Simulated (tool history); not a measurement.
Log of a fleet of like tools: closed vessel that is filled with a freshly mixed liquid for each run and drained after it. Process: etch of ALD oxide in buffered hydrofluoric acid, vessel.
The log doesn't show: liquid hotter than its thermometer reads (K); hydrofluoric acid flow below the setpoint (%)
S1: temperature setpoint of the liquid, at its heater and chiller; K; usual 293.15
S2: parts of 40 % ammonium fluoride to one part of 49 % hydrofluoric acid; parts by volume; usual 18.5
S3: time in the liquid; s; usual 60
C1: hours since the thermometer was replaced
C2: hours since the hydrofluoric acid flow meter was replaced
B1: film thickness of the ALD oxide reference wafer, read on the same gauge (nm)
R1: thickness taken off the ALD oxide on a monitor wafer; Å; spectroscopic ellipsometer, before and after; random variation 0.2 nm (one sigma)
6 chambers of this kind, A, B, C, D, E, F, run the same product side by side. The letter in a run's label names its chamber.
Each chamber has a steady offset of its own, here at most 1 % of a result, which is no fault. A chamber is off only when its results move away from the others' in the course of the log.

| run | hour | S1 | S2 | S3 | C1 | C2 | B1 | R1 |
|---|---|---|---|---|---|---|---|---|
| 1C | 7.2 | 293.15 | 18.5 | 60 | 167.5 | 409.1 | 150.04 | 332.01 |
| 2A | 11.4 | 293.15 | 18.5 | 60 | 1283.7 | 251.3 | 150.03 | 326.81 |
| 3E | 19.4 | 293.15 | 18.5 | 60 | 318.0 | 761.1 | 149.99 | 327.87 |
| 4F | 26.2 | 293.15 | 18.5 | 60 | 408.7 | 617.0 | 150.02 | 324.48 |
| 5D | 32.1 | 293.15 | 21.0 | 30 | 940.2 | 52.2 | 150.01 | 145.03 |
| 6B | 39.4 | 293.15 | 21.0 | 30 | 974.1 | 1276.1 | 150.02 | 146.27 |
| 7C | 47.6 | 293.15 | 21.0 | 30 | 207.9 | 449.5 | 150.02 | 146.66 |
| 8E | 54.0 | 293.15 | 21.0 | 30 | 352.6 | 795.7 | 150.03 | 148.63 |
| 9B | 59.1 | 293.15 | 21.0 | 30 | 993.8 | 1295.8 | 150.02 | 147.84 |
| 10A | 64.4 | 293.15 | 21.0 | 30 | 1336.7 | 304.3 | 150.02 | 145.64 |
| 11F | 71.5 | 295.65 | 13.5 | 60 | 454.0 | 662.3 | 150.02 | 510.01 |
| 12D | 75.7 | 295.65 | 13.5 | 60 | 983.8 | 95.8 | 150.00 | 511.15 |
| 13D | 81.7 | 295.65 | 13.5 | 60 | 989.8 | 101.8 | 149.97 | 512.90 |
| 14B | 88.0 | 295.65 | 13.5 | 60 | 1022.7 | 1324.7 | 149.99 | 512.07 |
| 15C | 94.7 | 295.65 | 13.5 | 60 | 255.0 | 496.6 | 150.02 | 511.31 |
| 16A | 103.3 | 295.65 | 13.5 | 60 | 1375.6 | 343.2 | 150.01 | 522.91 |
| 17E | 108.1 | 293.15 | 18.5 | 60 | 406.7 | 849.8 | 149.94 | 330.30 |
| 18F | 115.2 | 293.15 | 18.5 | 60 | 497.7 | 706.0 | 150.00 | 326.83 |
| 19D | 123.5 | 293.15 | 18.5 | 60 | 1031.6 | 143.6 | 149.97 | 325.88 |
| 20C | 128.5 | 293.15 | 18.5 | 60 | 288.8 | 530.4 | 150.03 | 327.66 |
| 21F | 132.7 | 293.15 | 18.5 | 60 | 515.2 | 723.5 | 150.01 | 323.38 |
| 22E | 139.7 | 293.15 | 18.5 | 60 | 438.3 | 881.4 | 149.99 | 326.52 |
| 23B | 145.0 | 293.15 | 18.5 | 60 | 1079.7 | 1381.7 | 149.97 | 328.40 |
| 24A | 153.0 | 293.15 | 18.5 | 60 | 1425.3 | 392.9 | 150.00 | 335.29 |
| 25C | 159.9 | 293.15 | 18.5 | 60 | 320.2 | 561.8 | 150.02 | 329.96 |
| 26D | 167.3 | 293.15 | 18.5 | 60 | 1075.4 | 187.4 | 149.98 | 326.40 |
| 27F | 172.7 | 293.15 | 18.5 | 60 | 555.2 | 763.5 | 150.02 | 325.62 |
| 28A | 177.1 | 293.15 | 18.5 | 60 | 1449.4 | 417.0 | 149.95 | 342.87 |
| 29E | 181.9 | 293.15 | 25.0 | 60 | 480.5 | 923.6 | 150.01 | 261.16 |
| 30B | 185.8 | 293.15 | 25.0 | 60 | 1120.5 | 1422.5 | 150.00 | 261.57 |
| 31A | 191.5 | 293.15 | 25.0 | 60 | 1463.8 | 431.4 | 150.01 | 271.96 |
| 32D | 196.3 | 293.15 | 25.0 | 60 | 1104.4 | 216.4 | 150.00 | 257.07 |
| 33F | 201.1 | 293.15 | 25.0 | 60 | 583.6 | 791.9 | 150.01 | 259.10 |
| 34E | 205.8 | 293.15 | 25.0 | 60 | 504.4 | 947.5 | 150.01 | 260.90 |
| 35B | 211.4 | 293.15 | 24.0 | 60 | 1146.1 | 1448.1 | 150.01 | 270.60 |
| 36C | 218.4 | 293.15 | 24.0 | 60 | 378.7 | 620.3 | 150.00 | 268.63 |
| 37E | 223.0 | 293.15 | 24.0 | 60 | 521.6 | 964.7 | 150.07 | 268.45 |
| 38B | 230.5 | 293.15 | 24.0 | 60 | 1165.2 | 1467.2 | 150.01 | 270.34 |
| 39A | 235.1 | 293.15 | 24.0 | 60 | 1507.4 | 475.0 | 150.01 | 284.42 |
| 40D | 241.6 | 293.15 | 24.0 | 60 | 1149.7 | 261.7 | 149.99 | 265.25 |
| 41F | 246.3 | 293.15 | 18.5 | 60 | 628.8 | 837.1 | 150.00 | 326.93 |
| 42C | 254.1 | 293.15 | 18.5 | 60 | 414.4 | 656.0 | 150.01 | 324.41 |
| 43C | 262.7 | 293.15 | 11.5 | 60 | 423.0 | 664.6 | 150.00 | 522.35 |

Is one chamber off against the others, does the gauge drift, or is nothing wrong? If a chamber is off, say which, and what the likeliest cause is.

Chamber A drifts away from the others.
Cause: liquid hotter than its thermometer reads (K) = 1.45.
The log may not tell that from: hydrofluoric acid flow above the setpoint (%).

Here are 4 candidates for chamber A's next run, each the usual settings with a change, their results left as question marks. Which one brings its results back in line with what the others give on the usual settings?
In line means no further than this from the other chambers' mean on the usual settings: R1 6.90 Å
| 44A-1 | 269.0 | 293.15 | 18.5 | 70 |  |  |  | ? |
| 44A-2 | 269.0 | 294.65 | 18.5 | 60 |  |  |  | ? |
| 44A-3 | 269.0 | 292.65 | 19.5 | 60 |  |  |  | ? |
| 44A-4 | 269.0 | 292.65 | 19.0 | 55 |  |  |  | ? |

The other chambers' mean on the usual settings: R1 327.37 Å
| run | R1 |
|---|---|
| 44A-1 | 413.53 |
| 44A-2 | 385.77 |
| 44A-3 | 327.04 |
| 44A-4 | 307.68 |
44A-3 brings the chamber back in line.
